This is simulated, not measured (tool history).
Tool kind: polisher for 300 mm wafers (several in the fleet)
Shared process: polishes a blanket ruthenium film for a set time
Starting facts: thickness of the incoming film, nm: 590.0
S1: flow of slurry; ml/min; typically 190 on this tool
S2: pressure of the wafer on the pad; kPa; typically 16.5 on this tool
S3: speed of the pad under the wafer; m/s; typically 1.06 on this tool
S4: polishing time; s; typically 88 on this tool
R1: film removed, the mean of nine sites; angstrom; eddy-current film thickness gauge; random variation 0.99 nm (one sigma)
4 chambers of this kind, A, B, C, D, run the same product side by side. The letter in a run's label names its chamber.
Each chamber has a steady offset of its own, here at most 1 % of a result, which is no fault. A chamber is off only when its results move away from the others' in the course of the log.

Run 1D, hour 5.2: usual settings. Result: R1 1217 angstrom.
Run 2C, hour 10.5: usual settings. Result: R1 1224.8 angstrom.
At hour 18: chamber D: worn pad replaced by a new one.
Run 3A, hour 18.5: usual settings. Result: R1 1228 angstrom.
At hour 19.5: chamber D: slurry nozzle cleaned.
At hour 25.5: chamber A: worn pad replaced by a new one.
Run 4B, hour 26.3: usual settings. Result: R1 1194 angstrom.
Run 5B, hour 33.8: usual settings. Result: R1 1225.7 angstrom.
At hour 37: chamber B: slurry nozzle cleaned.
Run 6A, hour 39: usual settings. Result: R1 1244.2 angstrom.
Run 7C, hour 44.9: usual settings. Result: R1 1233.8 angstrom.
Run 8D, hour 49.5: usual settings. Result: R1 1231.4 angstrom.
Run 9A, hour 57.2: usual settings but S3 0.94 m/s. Result: R1 1084.3 angstrom.
Run 10B, hour 63.7: usual settings but S3 0.94 m/s. Result: R1 1074.9 angstrom.
Run 11D, hour 67.7: usual settings but S3 0.94 m/s. Result: R1 1098.1 angstrom.
At hour 68.2: chamber C: worn pad replaced by a new one.
Run 12C, hour 71.9: usual settings but S3 0.94 m/s. Result: R1 1097.3 angstrom.
Run 13C, hour 77.5: usual settings. Result: R1 1239.9 angstrom.
At hour 79.9: chamber B: worn pad replaced by a new one.
Run 14D, hour 84.2: usual settings. Result: R1 1245.6 angstrom.
Run 15B, hour 93: usual settings. Result: R1 1218.3 angstrom.
Run 16A, hour 100.8: usual settings. Result: R1 1220.1 angstrom.
Run 17B, hour 106.6: usual settings. Result: R1 1234 angstrom.
Run 18D, hour 113.5: usual settings but S2 13.1 kPa, S4 73 s. Result: R1 808.41 angstrom.
Run 19A, hour 122.2: usual settings but S2 13.1 kPa, S4 73 s. Result: R1 804.13 angstrom.
Run 20C, hour 126.6: usual settings but S2 13.1 kPa, S4 73 s. Result: R1 804.84 angstrom.
Run 21B, hour 132.6: usual settings but S2 13.1 kPa, S4 73 s. Result: R1 800.9 angstrom.
Run 22C, hour 138: usual settings. Result: R1 1213.5 angstrom.
Run 23A, hour 142.5: usual settings. Result: R1 1230.2 angstrom.
Run 24D, hour 148.6: usual settings. Result: R1 1258.5 angstrom.
Run 25A, hour 156.4: usual settings but S3 1.22 m/s, S4 113 s. Result: R1 1818.3 angstrom.
Run 26C, hour 162.8: usual settings but S3 1.22 m/s, S4 113 s. Result: R1 1812 angstrom.
Run 27B, hour 170.5: usual settings but S3 1.22 m/s, S4 113 s. Result: R1 1824.7 angstrom.
At hour 176.5: chamber C: head pressure recalibrated.
Run 28D, hour 178.7: usual settings but S3 1.22 m/s, S4 113 s. Result: R1 1898.6 angstrom.
Run 29D, hour 182.6: usual settings. Result: R1 1285.5 angstrom.
Run 30B, hour 189.4: usual settings. Result: R1 1241.1 angstrom.
Run 31A, hour 193.3: usual settings. Result: R1 1231.6 angstrom.
Run 32C, hour 201.3: usual settings. Result: R1 1215.6 angstrom.
At hour 204: chamber C: slurry nozzle cleaned.
Run 33C, hour 205.3: usual settings. Result: R1 1234 angstrom.
At hour 211.9: chamber D: worn pad replaced by a new one.
Run 34A, hour 213: usual settings but S2 12.4 kPa, S3 0.84 m/s. Result: R1 742.16 angstrom.
Run 35B, hour 218.5: usual settings but S2 12.4 kPa, S3 0.84 m/s. Result: R1 732.47 angstrom.
Run 36D, hour 226.9: usual settings but S2 12.4 kPa, S3 0.84 m/s. Result: R1 768.12 angstrom.
Run 37B, hour 235.6: usual settings but S2 12.4 kPa, S3 0.84 m/s. Result: R1 730.1 angstrom.
Run 38C, hour 241.7: usual settings but S3 1.4 m/s. Result: R1 1604.2 angstrom.
Run 39D, hour 247.6: usual settings but S3 1.4 m/s. Result: R1 1736.2 angstrom.

Next, all 4 chambers run the settings below, one line each with question marks for the results. What does each chamber give?
Run 40A, hour 254: usual settings. Result: R1 ?.
Run 40B, hour 254: usual settings. Result: R1 ?.
Run 40C, hour 254: usual settings. Result: R1 ?.
Run 40D, hour 254: usual settings. Result: R1 ?.

run      R1
40A    1218
40B  1220.7
40C  1220.4
40D  1321.5
